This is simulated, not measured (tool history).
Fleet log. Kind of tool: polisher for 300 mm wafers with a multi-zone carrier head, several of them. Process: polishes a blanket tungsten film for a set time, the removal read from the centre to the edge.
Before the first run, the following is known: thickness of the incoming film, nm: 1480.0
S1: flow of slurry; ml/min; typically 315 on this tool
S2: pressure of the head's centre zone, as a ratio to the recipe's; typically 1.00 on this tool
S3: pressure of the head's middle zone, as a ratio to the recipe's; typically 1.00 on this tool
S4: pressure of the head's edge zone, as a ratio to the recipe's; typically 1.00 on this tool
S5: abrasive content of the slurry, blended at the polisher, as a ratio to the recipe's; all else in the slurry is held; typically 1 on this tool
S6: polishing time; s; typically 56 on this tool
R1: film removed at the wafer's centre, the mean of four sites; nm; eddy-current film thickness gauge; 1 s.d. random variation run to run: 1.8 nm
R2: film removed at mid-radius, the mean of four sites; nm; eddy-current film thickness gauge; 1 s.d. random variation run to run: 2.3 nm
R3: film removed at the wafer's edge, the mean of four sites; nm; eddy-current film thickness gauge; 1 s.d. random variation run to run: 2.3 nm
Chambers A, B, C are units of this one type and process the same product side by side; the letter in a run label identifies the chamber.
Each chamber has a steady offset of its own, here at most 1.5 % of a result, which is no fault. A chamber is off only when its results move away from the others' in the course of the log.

{"run": "1B", "day": 0.317, "S1": 315, "S2": 1.0, "S3": 1.0, "S4": 1.0, "S5": 1, "S6": 56, "R1": 214.71, "R2": 213.31, "R3": 218.74}
{"run": "2A", "day": 0.625, "S1": 315, "S2": 1.0, "S3": 1.0, "S4": 1.0, "S5": 1, "S6": 56, "R1": 221.28, "R2": 218.05, "R3": 218.2}
{"run": "3C", "day": 1.025, "S1": 315, "S2": 1.0, "S3": 1.0, "S4": 1.0, "S5": 1, "S6": 56, "R1": 219.25, "R2": 218.11, "R3": 213.74}
{"run": "4B", "day": 1.233, "S1": 315, "S2": 1.0, "S3": 1.0, "S4": 1.0, "S5": 1, "S6": 56, "R1": 217.37, "R2": 213.51, "R3": 211.65}
{"run": "5C", "day": 1.596, "S1": 315, "S2": 1.0, "S3": 1.0, "S4": 1.0, "S5": 1, "S6": 56, "R1": 220.96, "R2": 220.84, "R3": 216.97}
{"day": 1.608, "done": "chamber C: worn pad replaced by a new one"}
{"day": 1.667, "done": "chamber B: worn pad replaced by a new one"}
{"run": "6A", "day": 1.867, "S1": 315, "S2": 1.0, "S3": 1.0, "S4": 1.0, "S5": 1, "S6": 56, "R1": 214.62, "R2": 218.47, "R3": 213.54}
{"day": 2.225, "done": "chamber A: worn pad replaced by a new one"}
{"run": "7B", "day": 2.279, "S1": 315, "S2": 1.0, "S3": 1.0, "S4": 1.07, "S5": 1, "S6": 67, "R1": 252.25, "R2": 251.99, "R3": 268.25}
{"run": "8C", "day": 2.471, "S1": 315, "S2": 1.0, "S3": 1.0, "S4": 1.07, "S5": 1, "S6": 67, "R1": 262.82, "R2": 269.73, "R3": 272.65}
{"run": "9A", "day": 2.742, "S1": 315, "S2": 1.0, "S3": 1.0, "S4": 1.07, "S5": 1, "S6": 67, "R1": 262.18, "R2": 256.58, "R3": 267.86}
{"run": "10B", "day": 3.129, "S1": 315, "S2": 1.0, "S3": 1.0, "S4": 1.0, "S5": 1, "S6": 56, "R1": 212.44, "R2": 215.75, "R3": 216.33}
{"run": "11C", "day": 3.446, "S1": 315, "S2": 1.0, "S3": 1.08, "S4": 1.0, "S5": 1, "S6": 40, "R1": 157.73, "R2": 172.54, "R3": 153.14}
{"run": "12A", "day": 3.879, "S1": 315, "S2": 1.0, "S3": 1.08, "S4": 1.0, "S5": 1, "S6": 40, "R1": 157.47, "R2": 163.49, "R3": 157.55}
{"day": 4.029, "done": "chamber A: slurry nozzle cleaned"}
{"run": "13A", "day": 4.121, "S1": 315, "S2": 1.0, "S3": 1.08, "S4": 1.0, "S5": 1, "S6": 40, "R1": 154.53, "R2": 166.18, "R3": 155.22}
{"run": "14C", "day": 4.5, "S1": 315, "S2": 1.0, "S3": 1.0, "S4": 1.0, "S5": 1, "S6": 56, "R1": 228.56, "R2": 220.61, "R3": 213.82}
{"day": 4.517, "done": "chamber C: worn pad replaced by a new one"}
{"run": "15B", "day": 4.775, "S1": 315, "S2": 1.0, "S3": 1.0, "S4": 1.0, "S5": 1, "S6": 56, "R1": 213.88, "R2": 217.05, "R3": 216.82}
{"run": "16A", "day": 5.025, "S1": 315, "S2": 0.93, "S3": 1.0, "S4": 1.0, "S5": 1, "S6": 56, "R1": 199.0, "R2": 216.09, "R3": 219.6}
{"run": "17B", "day": 5.279, "S1": 315, "S2": 0.93, "S3": 1.0, "S4": 1.0, "S5": 1, "S6": 56, "R1": 198.3, "R2": 218.61, "R3": 212.6}
{"run": "18C", "day": 5.488, "S1": 315, "S2": 0.93, "S3": 1.0, "S4": 1.0, "S5": 1, "S6": 56, "R1": 214.15, "R2": 218.94, "R3": 218.16}
{"day": 5.633, "done": "chamber A: worn pad replaced by a new one"}
{"run": "19A", "day": 5.742, "S1": 315, "S2": 1.0, "S3": 1.0, "S4": 1.0, "S5": 1, "S6": 56, "R1": 217.6, "R2": 212.9, "R3": 217.71}
{"run": "20B", "day": 6.117, "S1": 315, "S2": 1.0, "S3": 1.0, "S4": 1.0, "S5": 1, "S6": 56, "R1": 217.5, "R2": 214.5, "R3": 220.92}
{"run": "21C", "day": 6.346, "S1": 315, "S2": 1.0, "S3": 1.0, "S4": 1.0, "S5": 1, "S6": 56, "R1": 233.87, "R2": 217.02, "R3": 217.26}

All 3 chambers run these settings next. Forecast each chamber's results:
{"run": "22A", "day": 6.662, "S1": 315, "S2": 1.0, "S3": 1.0, "S4": 1.0, "S5": 1, "S6": 56, "R1": "?", "R2": "?", "R3": "?"}
{"run": "22B", "day": 6.662, "S1": 315, "S2": 1.0, "S3": 1.0, "S4": 1.0, "S5": 1, "S6": 56, "R1": "?", "R2": "?", "R3": "?"}
{"run": "22C", "day": 6.662, "S1": 315, "S2": 1.0, "S3": 1.0, "S4": 1.0, "S5": 1, "S6": 56, "R1": "?", "R2": "?", "R3": "?"}

run=22A R1=220.48 R2=217.10 R3=217.09
run=22B R1=211.38 R2=211.02 R3=218.58
run=22C R1=239.49 R2=216.45 R3=212.10
